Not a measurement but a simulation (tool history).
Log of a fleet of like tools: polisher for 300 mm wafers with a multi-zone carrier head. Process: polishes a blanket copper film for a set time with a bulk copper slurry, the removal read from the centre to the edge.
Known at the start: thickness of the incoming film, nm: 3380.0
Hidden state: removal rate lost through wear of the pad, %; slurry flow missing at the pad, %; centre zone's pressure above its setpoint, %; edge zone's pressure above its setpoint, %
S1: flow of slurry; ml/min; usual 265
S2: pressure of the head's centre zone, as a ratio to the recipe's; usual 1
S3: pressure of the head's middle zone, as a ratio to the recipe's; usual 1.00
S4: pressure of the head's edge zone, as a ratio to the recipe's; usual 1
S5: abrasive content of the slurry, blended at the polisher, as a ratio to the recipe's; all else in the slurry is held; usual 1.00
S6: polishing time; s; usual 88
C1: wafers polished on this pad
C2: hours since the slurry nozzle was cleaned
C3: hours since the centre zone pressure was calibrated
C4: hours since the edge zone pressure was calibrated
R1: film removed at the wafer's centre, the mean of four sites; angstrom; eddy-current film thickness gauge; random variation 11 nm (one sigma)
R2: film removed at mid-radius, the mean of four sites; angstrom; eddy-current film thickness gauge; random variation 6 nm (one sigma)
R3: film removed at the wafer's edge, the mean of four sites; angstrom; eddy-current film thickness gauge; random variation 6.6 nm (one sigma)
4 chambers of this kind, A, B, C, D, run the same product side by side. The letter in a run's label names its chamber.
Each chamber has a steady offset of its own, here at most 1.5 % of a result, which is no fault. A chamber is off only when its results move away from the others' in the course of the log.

run   hour   S1  S2    S3  S4    S5  S6    C1     C2     C3      C4      R1      R2      R3
 1A    8.0  265   1  1.00   1  1.00  88   235  226.1  182.3   414.9  7236.9  7118.4  7166.0
      18.9  -- chamber D: worn pad replaced by a new one
 2C   21.8  265   1  1.00   1  1.00  88   786  237.5  215.4    71.6  7145.5  7060.1  7050.8
      25.1  -- chamber C: worn pad replaced by a new one
 3B   29.6  265   1  1.00   1  1.00  88   597   65.9  221.0   627.4  7033.7  7120.5  7194.8
 4D   37.2  265   1  1.00   1  1.00  88   216  535.2  175.6   973.3  7035.1  7137.1  7222.2
 5D   45.3  265   1  1.00   1  1.25  88   312  543.3  183.7   981.4  7631.5  7430.9  7577.7
 6A   52.7  265   1  1.00   1  1.25  88   765  270.8  227.0   459.6  7671.7  7628.2  7572.4
      63.8  -- chamber A: worn pad replaced by a new one
 7B   64.4  265   1  1.00   1  1.25  88  1009  100.7  255.8   662.2  7572.1  7593.2  7469.1
      66.8  -- chamber A: edge zone pressure recalibrated
 8C   72.6  265   1  1.00   1  1.25  88   562  288.3  266.2   122.4  7437.8  7377.2  7447.4
      78.6  -- chamber B: worn pad replaced by a new one
 9D   80.7  265   1  1.00   1  1.00  88   731  578.7  219.1  1016.8  7262.5  7167.3  7151.8
10A   94.5  265   1  1.00   1  1.00  88   364  312.6  268.8    27.7  7342.7  7172.0  7205.4
     100.3  -- chamber C: worn pad replaced by a new one
11C  104.3  265   1  1.00   1  1.00  88    47  320.0  297.9   154.1  7100.2  7040.5  7210.7
12B  111.7  265   1  1.00   1  1.00  88   392  148.0  303.1   709.5  7295.9  7081.8  7194.4
13C  118.1  265   1  1.00   1  1.00  88   210  333.8  311.7   167.9  7047.5  7086.0  7033.6
14A  126.8  265   1  1.00   1  1.00  88   746  344.9  301.1    60.0  7204.1  7237.7  7137.2
     131.1  -- chamber D: worn pad replaced by a new one
15B  138.4  265   1  1.00   1  1.00  88   708  174.7  329.8   736.2  7230.0  7143.6  7195.5
     139.8  -- chamber A: worn pad replaced by a new one
     146.9  -- chamber B: edge zone pressure recalibrated
     148.7  -- chamber A: slurry nozzle cleaned
16D  151.6  265   1  1.00   1  1.00  88   243  649.6  290.0  1087.7  7161.7  7077.7  7348.5
17D  159.1  265   1  1.00   1  1.00  88   332  657.1  297.5  1095.2  7140.0  7046.9  7288.1
     166.4  -- chamber C: centre zone pressure recalibrated
     167.4  -- chamber B: worn pad replaced by a new one
18A  168.8  265   1  1.00   1  1.00  88   343   20.2  343.1   102.0  7153.3  7211.9  7168.7
     181.1  -- chamber C: worn pad replaced by a new one
     181.4  -- chamber D: slurry nozzle cleaned
19B  182.6  265   1  1.00   1  1.00  88   179  218.9  374.0    35.7  7170.3  7201.9  7214.2
     185.6  -- chamber C: slurry nozzle cleaned
20C  192.0  265   1  1.00   1  1.00  88   129    6.5   25.6   241.8  7160.9  7182.5  7280.7
     202.1  -- chamber D: centre zone pressure recalibrated
21C  204.3  265   1  1.00   1  1.00  88   275   18.8   37.9   254.1  7017.9  7092.3  7173.3
     213.2  -- chamber A: worn pad replaced by a new one
22A  218.3  265   1  1.07   1  0.90  88    61   69.7  392.6   151.5  7402.3  7481.8  7080.4
     224.3  -- chamber D: worn pad replaced by a new one
23B  228.5  265   1  1.07   1  0.90  88   723  264.8  419.9    81.6  7045.0  7525.5  6963.6
24D  235.5  265   1  1.07   1  0.90  88   133   54.2   33.5  1171.6  6862.1  7408.3  6893.8
     245.6  -- chamber C: worn pad replaced by a new one
25C  246.8  265   1  1.07   1  0.90  88    15   61.3   80.4   296.6  7022.3  7511.0  6970.2
26A  256.8  265   1  1.00   1  1.00  88   517  108.2  431.1   190.0  7522.3  7174.3  7193.5
     266.0  -- chamber B: worn pad replaced by a new one
27B  267.4  265   1  1.00   1  1.00  88    16  303.7  458.8   120.5  7445.3  7255.5  7131.2
     278.2  -- chamber A: worn pad replaced by a new one
28D  281.4  315   1  1.00   1  1.25  88   676  100.1   79.4  1217.5  7804.9  7554.0  7856.1
     287.1  -- chamber D: edge zone pressure recalibrated
29C  290.0  315   1  1.00   1  1.25  88   526  104.5  123.6   339.8  7664.8  7540.4  7582.8
30A  302.9  315   1  1.00   1  1.25  88   292  154.3  477.2   236.1  8414.4  7616.1  7713.0
31D  310.0  315   1  1.00   1  1.25  88  1015  128.7  108.0    23.0  7539.8  7677.0  7710.2
     315.1  -- chamber B: slurry nozzle cleaned
     318.3  -- chamber C: worn pad replaced by a new one
32B  318.3  265   1  1.00   1  1.00  88   619    3.3  509.7   171.4  7204.0  7217.1  7148.5
     324.1  -- chamber D: worn pad replaced by a new one
33C  329.8  265   1  1.00   1  1.00  88   136  144.3  163.4   379.6  7297.2  7073.7  7266.0
34D  340.9  265   1  1.00   1  1.00  88   198  159.6  138.9    53.9  7354.0  7150.1  7208.6
35A  352.5  265   1  1.00   1  1.00  88   880  203.9  526.8   285.7  7889.4  7183.9  7251.6
     358.5  -- chamber B: worn pad replaced by a new one
36B  364.2  265   1  1.00   1  1.00  88    68   49.2  555.6   217.3  7189.0  7129.9  7085.4

Is one chamber off against the others, does the gauge drift, or is nothing wrong? If a chamber is off, say which, and what the likeliest cause is.

Chamber A drifts away from the others.
Cause: centre zone's pressure above its setpoint, % = 8.66.

Here are 4 candidates for chamber A's next run, each the usual settings with a change, their results left as question marks. Which one brings its results back in line with what the others give on the usual settings?
In line means no further than this from the other chambers' mean on the usual settings: R1 370.0 angstrom; R2 210.0 angstrom; R3 230.0 angstrom
37A-1  374.3  260  0.92  1.01  1.03  1.00  87                   ?   ?   ?
37A-2  374.3  255  0.86  1.02  1.05  1.00  85                   ?   ?   ?
37A-3  374.3  270  1.08  0.99  0.97  1.00  89                   ?   ?   ?
37A-4  374.3  275  1.14  0.98  0.95  1.00  91                   ?   ?   ?

The other chambers' mean on the usual settings: R1 7187.6 angstrom; R2 7126.4 angstrom; R3 7159.3 angstrom
  run      R1      R2      R3
37A-1  7166.6  7125.5  7205.8
37A-2  6478.5  7013.2  7100.0
37A-3  8789.0  7177.5  7167.6
37A-4  9552.8  7281.3  7262.3
37A-1 brings the chamber back in line.

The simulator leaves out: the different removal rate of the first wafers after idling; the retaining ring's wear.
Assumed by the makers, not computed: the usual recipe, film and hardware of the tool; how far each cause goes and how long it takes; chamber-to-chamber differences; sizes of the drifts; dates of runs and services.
